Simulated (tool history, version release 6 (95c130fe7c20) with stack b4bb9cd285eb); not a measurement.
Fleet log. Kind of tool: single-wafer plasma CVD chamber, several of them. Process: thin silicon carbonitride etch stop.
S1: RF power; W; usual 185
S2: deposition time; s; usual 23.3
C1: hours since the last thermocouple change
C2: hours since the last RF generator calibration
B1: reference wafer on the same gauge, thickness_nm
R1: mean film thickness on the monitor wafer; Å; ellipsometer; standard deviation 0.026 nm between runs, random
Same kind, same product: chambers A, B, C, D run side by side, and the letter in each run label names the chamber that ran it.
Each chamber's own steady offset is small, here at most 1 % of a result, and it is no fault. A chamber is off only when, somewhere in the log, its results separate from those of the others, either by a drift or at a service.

Run 1D, hour 2.5: usual settings; C1 1004.0; C2 1519.6; B1 11.793. Result: R1 128.71 Å.
Run 2C, hour 6.1: usual settings; C1 641.5; C2 267.6; B1 11.803. Result: R1 129.66 Å.
Run 3B, hour 10.0: usual settings; C1 1217.3; C2 699.8; B1 11.800. Result: R1 128.85 Å.
At hour 13.9: chamber B: thermocouple changed; heater temperature recalibrated.
Run 4A, hour 14.6: usual settings; C1 601.8; C2 990.6; B1 11.799. Result: R1 128.80 Å.
Run 5A, hour 17.4: usual settings; C1 604.6; C2 993.4; B1 11.796. Result: R1 128.38 Å.
Run 6C, hour 21.4: usual settings; C1 656.8; C2 282.9; B1 11.798. Result: R1 130.05 Å.
Run 7B, hour 25.4: usual settings; C1 11.5; C2 715.2; B1 11.798. Result: R1 129.40 Å.
Run 8D, hour 28.7: usual settings; C1 1030.2; C2 1545.8; B1 11.795. Result: R1 128.73 Å.
Run 9B, hour 33.3: usual settings; C1 19.4; C2 723.1; B1 11.801. Result: R1 129.30 Å.
Run 10D, hour 37.5: usual settings; C1 1039.0; C2 1554.6; B1 11.798. Result: R1 128.08 Å.
Run 11A, hour 41.5: usual settings; C1 628.7; C2 1017.5; B1 11.795. Result: R1 128.43 Å.
Run 12C, hour 44.9: usual settings; C1 680.3; C2 306.4; B1 11.802. Result: R1 129.82 Å.
Run 13A, hour 49.5: usual settings; C1 636.7; C2 1025.5; B1 11.801. Result: R1 128.25 Å.
Run 14B, hour 52.3: usual settings; C1 38.4; C2 742.1; B1 11.804. Result: R1 129.70 Å.
Run 15C, hour 54.5: usual settings but S1 170 W, S2 18.8 s; C1 689.9; C2 316.0; B1 11.798. Result: R1 102.04 Å.
Run 16D, hour 56.7: usual settings but S1 170 W, S2 18.8 s; C1 1058.2; C2 1573.8; B1 11.800. Result: R1 101.06 Å.
Run 17D, hour 60.4: usual settings but S1 170 W, S2 18.8 s; C1 1061.9; C2 1577.5; B1 11.802. Result: R1 101.26 Å.
Run 18B, hour 64.9: usual settings but S1 170 W, S2 18.8 s; C1 51.0; C2 754.7; B1 11.800. Result: R1 101.93 Å.
Run 19A, hour 69.4: usual settings; C1 656.6; C2 1045.4; B1 11.800. Result: R1 128.75 Å.
Run 20C, hour 72.0: usual settings but S1 210 W, S2 19.5 s; C1 707.4; C2 333.5; B1 11.800. Result: R1 113.05 Å.
Run 21D, hour 76.4: usual settings but S1 210 W, S2 19.5 s; C1 1077.9; C2 1593.5; B1 11.801. Result: R1 112.00 Å.
Run 22C, hour 79.9: usual settings but S1 210 W, S2 19.5 s; C1 715.3; C2 341.4; B1 11.801. Result: R1 113.01 Å.
Run 23A, hour 82.3: usual settings but S1 210 W, S2 19.5 s; C1 669.5; C2 1058.3; B1 11.798. Result: R1 111.60 Å.
Run 24B, hour 85.2: usual settings; C1 71.3; C2 775.0; B1 11.799. Result: R1 129.31 Å.
Run 25B, hour 88.5: usual settings but S1 170 W, S2 20.2 s; C1 74.6; C2 778.3; B1 11.799. Result: R1 109.32 Å.
Run 26A, hour 92.2: usual settings but S1 170 W, S2 20.2 s; C1 679.4; C2 1068.2; B1 11.809. Result: R1 108.44 Å.

Which is it: a chamber that has drifted or been left off by a service, a gauge drift common to all chambers, or only each chamber's usual small offset? If a chamber is off, name it and its likeliest cause.

Nothing is wrong: each chamber keeps only its own small, steady offset and the gauge holds still.

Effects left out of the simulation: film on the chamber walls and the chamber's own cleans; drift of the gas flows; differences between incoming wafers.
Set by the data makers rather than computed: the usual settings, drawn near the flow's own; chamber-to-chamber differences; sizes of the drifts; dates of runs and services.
